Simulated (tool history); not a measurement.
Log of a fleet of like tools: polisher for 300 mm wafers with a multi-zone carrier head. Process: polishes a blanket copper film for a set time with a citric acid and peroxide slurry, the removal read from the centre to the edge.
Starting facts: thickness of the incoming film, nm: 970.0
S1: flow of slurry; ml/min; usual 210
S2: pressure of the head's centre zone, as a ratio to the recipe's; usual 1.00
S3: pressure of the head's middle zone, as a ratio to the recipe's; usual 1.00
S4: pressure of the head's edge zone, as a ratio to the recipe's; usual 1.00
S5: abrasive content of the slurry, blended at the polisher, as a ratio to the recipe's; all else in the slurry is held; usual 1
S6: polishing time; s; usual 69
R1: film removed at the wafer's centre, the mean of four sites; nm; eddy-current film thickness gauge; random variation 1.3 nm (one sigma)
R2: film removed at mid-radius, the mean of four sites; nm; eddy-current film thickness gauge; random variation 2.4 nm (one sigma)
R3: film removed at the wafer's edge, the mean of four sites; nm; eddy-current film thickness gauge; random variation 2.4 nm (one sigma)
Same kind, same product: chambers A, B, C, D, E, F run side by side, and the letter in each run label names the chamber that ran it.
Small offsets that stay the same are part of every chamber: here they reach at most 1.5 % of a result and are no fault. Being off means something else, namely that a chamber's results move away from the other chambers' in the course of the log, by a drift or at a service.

Run 1C, hour 6.5: usual settings. Result: R1 168.44 nm, R2 166.68 nm, R3 168.97 nm.
Run 2B, hour 14.6: usual settings. Result: R1 165.90 nm, R2 162.66 nm, R3 172.81 nm.
At hour 15.0: chamber F: slurry nozzle cleaned.
At hour 15.9: chamber E: worn pad replaced by a new one.
Run 3F, hour 20.3: usual settings. Result: R1 166.67 nm, R2 169.63 nm, R3 159.44 nm.
At hour 23.4: chamber A: worn pad replaced by a new one.
At hour 25.8: chamber D: worn pad replaced by a new one.
Run 4E, hour 29.1: usual settings. Result: R1 167.63 nm, R2 163.66 nm, R3 166.18 nm.
At hour 33.3: chamber C: worn pad replaced by a new one.
Run 5A, hour 37.5: usual settings. Result: R1 165.56 nm, R2 170.17 nm, R3 166.26 nm.
Run 6D, hour 43.3: usual settings. Result: R1 167.29 nm, R2 165.95 nm, R3 167.41 nm.
Run 7A, hour 50.6: usual settings. Result: R1 166.48 nm, R2 169.09 nm, R3 164.06 nm.
Run 8F, hour 59.1: usual settings. Result: R1 167.48 nm, R2 167.42 nm, R3 166.88 nm.
At hour 61.1: chamber B: worn pad replaced by a new one.
Run 9E, hour 67.5: usual settings. Result: R1 166.17 nm, R2 167.44 nm, R3 164.78 nm.
Run 10B, hour 73.0: usual settings. Result: R1 167.81 nm, R2 163.88 nm, R3 169.68 nm.
At hour 73.6: chamber F: edge zone pressure recalibrated.
Run 11C, hour 81.1: usual settings. Result: R1 166.33 nm, R2 169.21 nm, R3 164.86 nm.
At hour 84.8: chamber E: worn pad replaced by a new one.
Run 12D, hour 89.2: usual settings. Result: R1 167.17 nm, R2 171.54 nm, R3 159.05 nm.
Run 13A, hour 93.7: usual settings but S1 280 ml/min, S4 1.07. Result: R1 172.51 nm, R2 173.13 nm, R3 175.73 nm.
Run 14B, hour 97.6: usual settings but S1 280 ml/min, S4 1.07. Result: R1 170.48 nm, R2 170.52 nm, R3 180.34 nm.
At hour 101.0: chamber A: worn pad replaced by a new one.
Run 15E, hour 102.0: usual settings but S1 280 ml/min, S4 1.07. Result: R1 173.92 nm, R2 169.09 nm, R3 172.82 nm.
At hour 102.6: chamber C: worn pad replaced by a new one.
Run 16C, hour 108.8: usual settings but S1 280 ml/min, S4 1.07. Result: R1 173.33 nm, R2 174.54 nm, R3 181.27 nm.
Run 17D, hour 116.5: usual settings but S1 280 ml/min, S4 1.07. Result: R1 171.59 nm, R2 171.10 nm, R3 173.92 nm.
At hour 122.6: chamber B: edge zone pressure recalibrated.
Run 18F, hour 124.4: usual settings but S1 280 ml/min, S4 1.07. Result: R1 173.28 nm, R2 173.61 nm, R3 172.94 nm.
Run 19A, hour 130.1: usual settings. Result: R1 163.90 nm, R2 164.81 nm, R3 163.47 nm.
Run 20E, hour 138.3: usual settings. Result: R1 165.40 nm, R2 163.53 nm, R3 166.55 nm.
Run 21D, hour 144.4: usual settings. Result: R1 162.93 nm, R2 170.52 nm, R3 163.17 nm.
Run 22B, hour 150.0: usual settings but S6 61 s. Result: R1 147.02 nm, R2 146.61 nm, R3 144.25 nm.
At hour 150.5: chamber F: worn pad replaced by a new one.
At hour 151.1: chamber A: edge zone pressure recalibrated.
Run 23F, hour 156.0: usual settings but S6 61 s. Result: R1 146.32 nm, R2 147.57 nm, R3 144.50 nm.
At hour 157.3: chamber E: worn pad replaced by a new one.
Run 24C, hour 164.0: usual settings but S6 61 s. Result: R1 149.46 nm, R2 151.38 nm, R3 146.23 nm.
At hour 166.2: chamber B: worn pad replaced by a new one.
Run 25D, hour 168.9: usual settings but S6 61 s. Result: R1 143.50 nm, R2 145.43 nm, R3 143.05 nm.
At hour 171.6: chamber C: worn pad replaced by a new one.
At hour 171.9: chamber A: slurry nozzle cleaned.
Run 26C, hour 174.0: usual settings but S6 61 s. Result: R1 147.05 nm, R2 152.11 nm, R3 147.28 nm.
At hour 175.8: chamber D: worn pad replaced by a new one.
Run 27F, hour 182.0: usual settings but S6 61 s. Result: R1 146.45 nm, R2 146.20 nm, R3 147.37 nm.
Run 28B, hour 187.3: usual settings. Result: R1 166.91 nm, R2 168.61 nm, R3 171.73 nm.
At hour 189.6: chamber A: worn pad replaced by a new one.
Run 29A, hour 194.6: usual settings but S2 0.89, S4 1.11. Result: R1 145.78 nm, R2 168.35 nm, R3 176.00 nm.
Run 30E, hour 203.2: usual settings but S2 0.89, S4 1.11. Result: R1 145.91 nm, R2 166.28 nm, R3 173.17 nm.
Run 31F, hour 210.7: usual settings but S2 0.89, S4 1.11. Result: R1 146.42 nm, R2 167.63 nm, R3 171.76 nm.
At hour 211.1: chamber E: slurry nozzle cleaned.
At hour 217.0: chamber B: slurry nozzle cleaned.
Run 32D, hour 218.0: usual settings but S2 0.89, S4 1.11. Result: R1 137.08 nm, R2 159.70 nm, R3 170.76 nm.
Run 33E, hour 223.5: usual settings but S2 0.89, S4 1.11. Result: R1 146.71 nm, R2 165.09 nm, R3 173.78 nm.
Run 34B, hour 232.5: usual settings but S2 0.89, S4 1.11. Result: R1 145.59 nm, R2 165.31 nm, R3 175.26 nm.
At hour 235.3: chamber C: worn pad replaced by a new one.
Run 35A, hour 239.1: usual settings. Result: R1 165.33 nm, R2 173.42 nm, R3 165.32 nm.
Run 36C, hour 245.6: usual settings but S3 1.08. Result: R1 165.73 nm, R2 177.48 nm, R3 162.42 nm.
Run 37B, hour 249.8: usual settings but S3 1.08. Result: R1 166.04 nm, R2 183.69 nm, R3 167.91 nm.
Run 38C, hour 258.4: usual settings but S3 1.08. Result: R1 168.36 nm, R2 180.02 nm, R3 168.56 nm.

What goes on in this fleet: one chamber off, a drifting gauge, or nothing beyond the chambers' own small offsets? Name the chamber and the cause, if any.

One chamber, D, drifts off from the rest bit by bit.
What lies behind it: slurry flow missing at the pad, % = 32.9.

Which of the 4 candidates below, each the usual settings with something changed and its results left as question marks, puts chamber D back in line with what the other chambers give on the usual settings?
Maximum distance from the other chambers' mean on the usual settings for a result to count as in line: R1 4.50 nm; R2 8.20 nm; R3 8.30 nm
Run 39D-1, hour 264.8: usual settings but S1 215 ml/min, S2 1.02, S3 1.01, S4 0.99, S6 72 s. Result: R1 ?, R2 ?, R3 ?.
Run 39D-2, hour 264.8: usual settings but S2 1.01, S6 70 s. Result: R1 ?, R2 ?, R3 ?.
Run 39D-3, hour 264.8: usual settings but S2 0.99, S6 68 s. Result: R1 ?, R2 ?, R3 ?.
Run 39D-4, hour 264.8: usual settings but S1 205 ml/min, S2 0.98, S3 0.99, S4 1.01, S6 66 s. Result: R1 ?, R2 ?, R3 ?.

The mean the other chambers reach with the usual settings: R1 166.49 nm; R2 166.21 nm; R3 165.46 nm
  run      R1      R2      R3
39D-1  165.26  164.64  163.12
39D-2  158.06  157.89  158.93
39D-3  150.17  153.40  154.39
39D-4  143.30  146.82  150.14
The right change is 39D-1: it brings the chamber back within the allowed miss of the others.

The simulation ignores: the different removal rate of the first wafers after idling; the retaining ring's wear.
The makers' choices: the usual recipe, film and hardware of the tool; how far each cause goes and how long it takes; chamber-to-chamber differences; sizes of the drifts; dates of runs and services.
